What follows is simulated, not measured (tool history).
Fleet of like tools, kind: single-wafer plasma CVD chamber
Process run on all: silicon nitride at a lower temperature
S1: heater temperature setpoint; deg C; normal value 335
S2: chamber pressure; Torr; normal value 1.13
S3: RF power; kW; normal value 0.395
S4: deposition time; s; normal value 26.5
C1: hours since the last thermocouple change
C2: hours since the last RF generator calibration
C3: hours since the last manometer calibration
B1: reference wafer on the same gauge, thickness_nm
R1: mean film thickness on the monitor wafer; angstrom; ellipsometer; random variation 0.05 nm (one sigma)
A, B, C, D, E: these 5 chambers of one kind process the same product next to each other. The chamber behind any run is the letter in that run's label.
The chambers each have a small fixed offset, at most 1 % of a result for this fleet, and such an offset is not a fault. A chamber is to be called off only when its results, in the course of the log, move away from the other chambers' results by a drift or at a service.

run   hour   S1    S2     S3    S4      C1      C2      C3      B1      R1
 1D    4.6  335  1.13  0.395  26.5  1753.2   386.3   314.3  40.087  338.82
 2C   14.7  335  1.13  0.395  26.5  1299.2   344.5   428.1  40.093  336.32
 3E   19.8  335  1.13  0.395  26.5   848.6  1235.1  1372.9  40.071  335.97
 4A   27.9  335  1.13  0.395  26.5   981.8     202   959.3   40.08  341.42
      29.1  -- chamber A: thermocouple changed; heater temperature recalibrated
 5B   34.6  335  1.13  0.395  26.5    1900   406.7   309.4  40.074  337.68
 6E   45.4  335  1.13  0.395  26.5   874.2  1260.7  1398.5  40.062  334.57
      46.5  -- chamber D: thermocouple changed; heater temperature recalibrated
 7B   50.9  335  1.13  0.395  26.5  1916.3     423   325.7  40.044  337.35
 8C   59.9  335  1.13  0.395  26.5  1344.4   389.7   473.3  40.053  336.57
 9A     68  335  1.13  0.395  26.5      39   242.1   999.4  40.033  341.11
10D   78.3  335  1.13  0.395  26.5    31.9     460     388  40.039  338.38
11B   87.1  335  1.13  0.395  26.5  1952.5   459.2   361.9  40.041  336.48
12D   95.6  335  1.13  0.395  26.5    49.2   477.3   405.3  40.022  338.72
13C  102.6  335  1.13  0.395  26.5  1387.1   432.4     516  40.015  336.22
14E  110.2  335  1.13  0.395  23.7     939  1325.5  1463.3  40.015  299.02
15A  120.7  335  1.13  0.395  23.7    91.7   294.8  1052.1   40.01  304.23
16B  130.4  335  1.13  0.395  23.7  1995.8   502.5   405.2  39.989   301.9
17D  140.6  335  1.13  0.395  23.7    94.2   522.3   450.3  39.993   302.3
18C  149.4  335  1.13  0.395  23.7  1433.9   479.2   562.8  39.976  300.48
19E  157.8  335  1.13  0.395  26.5   986.6  1373.1  1510.9  39.964  333.97
20A  163.1  335  1.13  0.395  26.5   134.1   337.2  1094.5  39.957   339.6
21B  172.5  335  1.13  0.395  26.5  2037.9   544.6   447.3  39.959  336.82
22C  180.3  335  1.13  0.395  26.5  1464.8   510.1   593.7  39.952  335.62
23A    191  335  1.13  0.395  26.5     162   365.1  1122.4  39.944  340.02
24E  199.2  335  1.13  0.395  26.5    1028  1414.5  1552.3  39.933  334.76
25D    206  335  1.13  0.395  26.5   159.6   587.7   515.7  39.931  337.66
26D  216.1  335  1.13  0.395  26.5   169.7   597.8   525.8  39.918  337.47
27A  225.1  335  1.13  0.395  26.5   196.1   399.2  1156.5  39.918  339.35
28B  233.5  335  1.13  0.395  26.5  2098.9   605.6   508.3  39.919  335.98
29E  242.8  335  1.13  0.395  26.5  1071.6  1458.1  1595.9  39.896  333.84
30C  249.8  335  1.13  0.395  26.5  1534.3   579.6   663.2  39.898  334.97
       252  -- chamber E: capacitance manometer re-zeroed and calibrated
31D    259  335  1.13  0.395  26.5   212.6   640.7   568.7  39.899  336.71
32B  265.3  335  1.13  0.395  26.5  2130.7   637.4   540.1  39.875  336.62
33C  274.8  335  1.13  0.395  26.5  1559.3   604.6   688.2  39.861  334.64
34E  283.2  335  1.13  0.395  26.5    1112  1498.5    31.3  39.855  334.02

All 5 chambers run these settings next. Forecast each chamber's results:
35A   291  335  1.23  0.395  26.5                   ?
35B   291  335  1.23  0.395  26.5                   ?
35C   291  335  1.23  0.395  26.5                   ?
35D   291  335  1.23  0.395  26.5                   ?
35E   291  335  1.23  0.395  26.5                   ?

run      R1
35A  346.79
35B  345.44
35C  342.75
35D  346.11
35E  342.26

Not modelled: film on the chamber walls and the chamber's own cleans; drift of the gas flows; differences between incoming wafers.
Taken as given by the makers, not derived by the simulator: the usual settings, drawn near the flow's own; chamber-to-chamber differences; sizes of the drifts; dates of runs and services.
